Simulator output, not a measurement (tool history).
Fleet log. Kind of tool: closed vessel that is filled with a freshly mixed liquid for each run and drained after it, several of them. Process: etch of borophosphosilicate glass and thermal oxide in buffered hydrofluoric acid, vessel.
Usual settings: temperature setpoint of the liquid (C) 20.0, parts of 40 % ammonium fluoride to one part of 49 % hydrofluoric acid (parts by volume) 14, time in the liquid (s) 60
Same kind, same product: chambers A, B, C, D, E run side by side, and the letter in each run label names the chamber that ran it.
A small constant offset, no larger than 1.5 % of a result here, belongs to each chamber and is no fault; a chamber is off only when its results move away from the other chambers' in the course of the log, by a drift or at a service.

run    day  temperature setpoint of the liquid (C)  parts of 40 % ammonium fluoride to one part of 49 % hydrofluoric acid (parts by volume)  time in the liquid (s)  hours since the thermometer was replaced  hours since the hydrofluoric acid flow meter was replaced  read-back film thickness of the borophosphosilicate glass reference wafer, read on the same gauge (nm)  read-back film thickness of the thermal oxide reference wafer, read on the same gauge (nm)  thickness taken off the borophosphosilicate glass on a monitor wafer (Å)  thickness taken off the thermal oxide on a monitor wafer (Å)
 1C  0.162                                    20.0                                                                                       14                      60                                    1441.1                                                      749.3                                                                                                  69.973                                                                                      30.022                                                                    495.66                                                        385.10
 2D  0.342                                    20.0                                                                                       14                      60                                    1387.3                                                      107.4                                                                                                  69.995                                                                                      30.018                                                                    505.14                                                        389.43
 3B  0.438                                    20.0                                                                                       14                      60                                    1030.9                                                      740.3                                                                                                  70.028                                                                                      30.005                                                                    503.43                                                        390.62
     0.529  -- chamber D: thermometer replaced
 4E  0.533                                    20.0                                                                                       14                      60                                     547.5                                                      620.3                                                                                                  69.967                                                                                      30.005                                                                    501.89                                                        393.38
 5A  0.638                                    20.0                                                                                       14                      60                                     701.6                                                      201.8                                                                                                  70.010                                                                                      29.974                                                                    501.51                                                        386.20
 6D  0.788                                    20.0                                                                                       14                      60                                       6.3                                                      118.1                                                                                                  70.018                                                                                      30.029                                                                    503.52                                                        389.67
 7B  0.871                                    20.0                                                                                       14                      30                                    1041.3                                                      750.7                                                                                                  69.996                                                                                      29.964                                                                    252.32                                                        195.26
 8A  1.004                                    20.0                                                                                       14                      30                                     710.4                                                      210.6                                                                                                  70.008                                                                                      29.986                                                                    248.66                                                        194.19
     1.133  -- chamber B: hydrofluoric acid flow meter replaced
 9C  1.162                                    20.0                                                                                       14                      30                                    1465.1                                                      773.3                                                                                                  70.012                                                                                      30.025                                                                    249.24                                                        192.98
10E  1.250                                    20.0                                                                                       14                      30                                     564.7                                                      637.5                                                                                                  70.013                                                                                      29.976                                                                    253.45                                                        195.61
11D  1.379                                    20.0                                                                                       14                      30                                      20.5                                                      132.3                                                                                                  69.987                                                                                      29.986                                                                    252.63                                                        195.97
12C  1.488                                    20.0                                                                                       14                      60                                    1472.9                                                      781.1                                                                                                  69.970                                                                                      29.976                                                                    497.13                                                        389.43
13B  1.604                                    20.0                                                                                       14                      60                                    1058.9                                                       11.4                                                                                                  70.002                                                                                      30.019                                                                    503.81                                                        389.29
14A  1.683                                    20.0                                                                                       14                      60                                     726.7                                                      226.9                                                                                                  70.003                                                                                      30.002                                                                    500.14                                                        390.47
15E  1.800                                    20.0                                                                                       14                      60                                     577.9                                                      650.7                                                                                                  70.001                                                                                      30.001                                                                    508.16                                                        386.44
16C  1.933                                    20.0                                                                                       14                      60                                    1483.6                                                      791.8                                                                                                  70.013                                                                                      29.966                                                                    492.56                                                        389.32
17E  2.062                                    20.0                                                                                       14                      60                                     584.2                                                      657.0                                                                                                  69.942                                                                                      30.019                                                                    504.48                                                        389.38
18B  2.238                                    20.0                                                                                       14                      60                                    1074.1                                                       26.6                                                                                                  69.988                                                                                      29.998                                                                    506.70                                                        389.17
19D  2.358                                    20.0                                                                                       14                      60                                      44.0                                                      155.8                                                                                                  69.991                                                                                      30.024                                                                    502.40                                                        388.80
20A  2.454                                    20.0                                                                                       14                      60                                     745.2                                                      245.4                                                                                                  70.003                                                                                      29.965                                                                    501.28                                                        388.08
21E  2.571                                    23.0                                                                                       14                      60                                     596.4                                                      669.2                                                                                                  69.955                                                                                      30.013                                                                    602.42                                                        459.80
22D  2.742                                    23.0                                                                                       14                      60                                      53.2                                                      165.0                                                                                                  69.957                                                                                      30.029                                                                    592.30                                                        459.67
23B  2.858                                    23.0                                                                                       14                      60                                    1089.0                                                       41.5                                                                                                  70.016                                                                                      30.011                                                                    594.07                                                        455.98
24C  2.962                                    23.0                                                                                       14                      60                                    1508.3                                                      816.5                                                                                                  70.017                                                                                      29.977                                                                    582.26                                                        460.40
25A  3.100                                    23.0                                                                                       14                      60                                     760.7                                                      260.9                                                                                                  70.005                                                                                      29.997                                                                    582.42                                                        459.72
26B  3.275                                    20.0                                                                                       14                      60                                    1099.0                                                       51.5                                                                                                  69.969                                                                                      30.004                                                                    506.44                                                        390.06
27D  3.438                                    24.5                                                                                       14                      60                                      69.9                                                      181.7                                                                                                  70.007                                                                                      30.001                                                                    650.08                                                        500.10
28A  3.554                                    24.5                                                                                       14                      60                                     771.6                                                      271.8                                                                                                  70.043                                                                                      29.999                                                                    639.24                                                        493.62
29E  3.675                                    24.5                                                                                       14                      60                                     622.9                                                      695.7                                                                                                  69.993                                                                                      29.979                                                                    647.89                                                        501.65
30C  3.771                                    24.5                                                                                       14                      60                                    1527.7                                                      835.9                                                                                                  70.039                                                                                      29.983                                                                    637.90                                                        501.53
31B  3.871                                    24.5                                                                                       14                      60                                    1113.3                                                       65.8                                                                                                  69.980                                                                                      30.028                                                                    647.20                                                        500.36
32A  3.967                                    20.0                                                                                       14                      60                                     781.5                                                      281.7                                                                                                  70.011                                                                                      30.024                                                                    502.77                                                        387.55
33C  4.092                                    20.0                                                                                       14                      60                                    1535.4                                                      843.6                                                                                                  69.992                                                                                      29.996                                                                    497.50                                                        387.94

Predict what each chamber gives when all 5 of them run the settings below next.
34A  4.221                                    17.0                                                                                       14                      60                                                                                                                                                                                                                                                                                                                                                                                  ?                                                             ?
34B  4.221                                    17.0                                                                                       14                      60                                                                                                                                                                                                                                                                                                                                                                                  ?                                                             ?
34C  4.221                                    17.0                                                                                       14                      60                                                                                                                                                                                                                                                                                                                                                                                  ?                                                             ?
34D  4.221                                    17.0                                                                                       14                      60                                                                                                                                                                                                                                                                                                                                                                                  ?                                                             ?
34E  4.221                                    17.0                                                                                       14                      60                                                                                                                                                                                                                                                                                                                                                                                  ?                                                             ?

run  thickness taken off the borophosphosilicate glass on a monitor wafer (Å)  thickness taken off the thermal oxide on a monitor wafer (Å)
34A                                                                    428.01                                                        329.20
34B                                                                    427.46                                                        329.90
34C                                                                    421.49                                                        327.63
34D                                                                    420.28                                                        326.24
34E                                                                    430.60                                                        327.12

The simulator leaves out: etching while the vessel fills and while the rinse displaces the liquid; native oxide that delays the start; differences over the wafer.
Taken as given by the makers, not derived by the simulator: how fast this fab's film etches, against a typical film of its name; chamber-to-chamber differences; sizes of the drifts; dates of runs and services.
